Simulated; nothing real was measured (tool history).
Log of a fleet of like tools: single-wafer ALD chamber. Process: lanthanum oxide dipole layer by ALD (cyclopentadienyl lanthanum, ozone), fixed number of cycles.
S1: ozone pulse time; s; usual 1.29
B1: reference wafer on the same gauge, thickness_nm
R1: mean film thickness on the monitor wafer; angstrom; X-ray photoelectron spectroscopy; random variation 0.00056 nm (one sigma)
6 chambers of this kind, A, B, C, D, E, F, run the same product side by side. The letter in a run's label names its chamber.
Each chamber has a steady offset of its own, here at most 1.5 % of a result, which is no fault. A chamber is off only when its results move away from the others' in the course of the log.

run	hour	S1	B1	R1
1B	7.7	1.29	0.62803	5.3755
2C	14.5	1.29	0.62816	5.3117
3D	23.6	1.29	0.62812	5.3267
4E	33.3	1.29	0.62818	5.3289
5F	44.8	1.75	0.62828	5.5876
6A	54.6	1.75	0.62822	5.6767
7A	62.7	1.75	0.62848	5.6867
8D	73.6	1.75	0.62849	5.5968
9B	85.2	1.75	0.62848	5.6517
10E	93.9	1.75	0.62857	5.5840
11F	102.4	1.29	0.62865	5.3266
12C	110.3	1.29	0.62871	5.3169
13C	119.3	1.29	0.62872	5.3150
14D	126.6	1.29	0.62892	5.3327
15F	133.0	1.29	0.62878	5.3309
16A	144.5	1.29	0.62919	5.4175
17E	156.0	1.29	0.62893	5.3268
# hour 158.3: chamber D: ozone generator serviced
18B	161.6	1.74	0.62898	5.6440
19B	169.8	1.74	0.62898	5.6339
20E	180.8	1.74	0.62920	5.5938
21C	192.0	1.74	0.62928	5.5733
22A	203.0	1.74	0.62916	5.6954
23F	211.6	1.74	0.62941	5.5854
# hour 218.8: chamber A: thermocouple changed; heater temperature recalibrated
24D	222.4	1.78	0.62945	5.6047
25F	231.0	1.78	0.62936	5.5946
26D	240.6	1.78	0.62972	5.6181
27E	248.3	1.78	0.62961	5.6060
28A	257.4	1.78	0.62974	5.7055
29B	267.2	1.78	0.62977	5.6730
30C	274.3	1.29	0.62986	5.3199
31E	280.5	1.29	0.62975	5.3388
32F	286.0	1.29	0.62997	5.3298
33B	294.0	1.29	0.62977	5.3953
34D	305.6	1.29	0.63000	5.3456
35C	313.8	0.97	0.63030	4.9274
36A	324.0	0.97	0.63024	5.0420
37D	333.2	0.97	0.63009	4.9619
38F	343.6	0.97	0.63010	4.9328
39A	352.1	0.97	0.63032	5.0376
40B	360.1	0.97	0.63018	4.9922
# hour 361.4: chamber C: ozone generator serviced
41C	367.4	1.29	0.63034	5.3444
42E	377.4	1.29	0.63054	5.3487
43C	387.3	1.29	0.63064	5.3441
44B	395.4	1.29	0.63044	5.3879

Is one chamber off against the others, does the gauge drift, or is nothing wrong? If a chamber is off, say which, and what the likeliest cause is.

The gauge drifts, so all chambers seem to drift together. No chamber is off.
Cause: gauge reads high (%) = 0.425.

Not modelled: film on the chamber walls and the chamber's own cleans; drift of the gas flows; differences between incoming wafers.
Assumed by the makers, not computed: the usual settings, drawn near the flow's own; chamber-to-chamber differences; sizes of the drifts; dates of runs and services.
